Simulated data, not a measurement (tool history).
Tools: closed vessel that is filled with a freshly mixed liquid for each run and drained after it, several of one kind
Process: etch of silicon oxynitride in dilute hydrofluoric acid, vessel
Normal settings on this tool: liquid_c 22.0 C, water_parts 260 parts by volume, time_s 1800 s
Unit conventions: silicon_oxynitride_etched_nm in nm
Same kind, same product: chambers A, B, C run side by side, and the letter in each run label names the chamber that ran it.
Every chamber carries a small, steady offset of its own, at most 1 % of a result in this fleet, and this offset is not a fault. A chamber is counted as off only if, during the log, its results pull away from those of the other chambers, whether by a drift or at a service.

run   hour  liquid_c  water_parts  time_s  read-back film thickness of the silicon oxynitride reference wafer, read on the same gauge (nm)  silicon_oxynitride_etched_nm
 1C    8.5      22.0          260    1800                                                                                           69.961                       11.2110
 2B   13.1      22.0          260    1800                                                                                           69.969                       11.2370
 3A   20.6      22.0          260    1800                                                                                           69.971                       11.3590
 4C   29.0      22.0          260    1800                                                                                           70.007                       11.1480
 5B   34.9      22.0          260    1800                                                                                           70.021                       11.1360
 6A   41.9      22.0          260    1800                                                                                           69.965                       11.2980
 7A   49.8      22.0          260    1800                                                                                           69.957                       11.3450
 8C   54.5      22.0          260    1800                                                                                           69.926                       11.2270
      58.5  -- chamber A: thermometer replaced
 9B   61.6      22.0          260    1800                                                                                           70.028                       11.1750
10A   68.8      22.0          260    1800                                                                                           70.056                       11.2750
11C   74.0      18.5          260    1800                                                                                           69.976                        9.6072
12B   81.6      18.5          260    1800                                                                                           70.081                        9.5025
13C   87.3      18.5          260    1800                                                                                           69.978                        9.6411
14B   95.5      22.0          260    1800                                                                                           70.061                       11.1690
15A  100.7      22.0          260    1800                                                                                           70.074                       11.3660
16C  105.9      22.0          260    1800                                                                                           69.982                       11.2140
17A  111.3      22.0          260    2170                                                                                           70.006                       13.6440
18B  119.5      22.0          260    2170                                                                                           69.977                       13.5890
19B  127.9      22.0          260    2170                                                                                           69.971                       13.5050
20A  136.4      18.0          320    1800                                                                                           69.984                        7.4373
21C  145.1      18.0          320    1800                                                                                           69.983                        7.3540
22B  150.5      18.0          320    1800                                                                                           70.001                        7.3522
23A  156.4      22.0          260    1800                                                                                           70.015                       11.2980
24C  164.8      22.0          260    1800                                                                                           70.034                       11.0840
25C  170.3      22.0          260    1800                                                                                           70.029                       11.0540
26B  177.9      27.0          385    1800                                                                                           69.991                        8.6265
27A  182.7      27.0          385    1800                                                                                           70.033                        8.6995
28B  190.4      27.0          385    1800                                                                                           69.945                        8.5894
29A  198.7      22.0          260    1800                                                                                           69.937                       11.3190
30C  207.1      22.0          260    1800                                                                                           70.011                       11.0320
31A  216.0      22.0          260    1800                                                                                           69.984                       11.3160
32B  223.7      22.0          260    1800                                                                                           69.999                       11.1700
33C  227.8      22.0          260    1800                                                                                           70.011                       11.0180
34A  235.8      22.0          260    1800                                                                                           69.998                       11.3700
35B  243.3      22.0          260    1800                                                                                           69.954                       11.2370
36C  249.2      22.0          260    1800                                                                                           70.015                       10.9690
37A  256.6      22.0          260    1800                                                                                           69.974                       11.3390
38C  261.2      22.0          260    1800                                                                                           69.998                       10.8380
39B  266.7      22.0          260    1800                                                                                           69.970                       11.2490
40B  272.0      25.0          165    1800                                                                                           69.961                       21.4130
41C  277.5      25.0          165    1800                                                                                           70.008                       20.9250
42A  285.0      25.0          165    1800                                                                                           70.021                       21.6070
43A  291.0      22.0          260    1800                                                                                           70.037                       11.3300

Is one chamber off against the others, does the gauge drift, or is nothing wrong? If a chamber is off, say which, and what the likeliest cause is.

It is chamber C that slowly wanders off from its peers.
Cause: liquid colder than its thermometer reads (K) = 0.808.
Not necessarily distinguishable in this log from: hydrofluoric acid flow below the setpoint (%).

Which of the 4 candidates below, each the usual settings with something changed and its results left as question marks, puts chamber C back in line with what the other chambers give on the usual settings?
A result is in line if it is within this distance of the other chambers' mean on the usual settings: silicon_oxynitride_etched_nm 0.1200 nm
44C-1  297.4      22.0          250    1875                                                                                                                              ?
44C-2  297.4      22.0          260    1875                                                                                                                              ?
44C-3  297.4      22.0          270    1725                                                                                                                              ?
44C-4  297.4      22.0          260    1735                                                                                                                              ?

Mean of the other chambers on the usual settings: silicon_oxynitride_etched_nm 11.2710 nm
  run  silicon_oxynitride_etched_nm
44C-1                       11.8140
44C-2                       11.2900
44C-3                        9.9408
44C-4                       10.4470
It is 44C-2 that realigns the chamber with its peers.
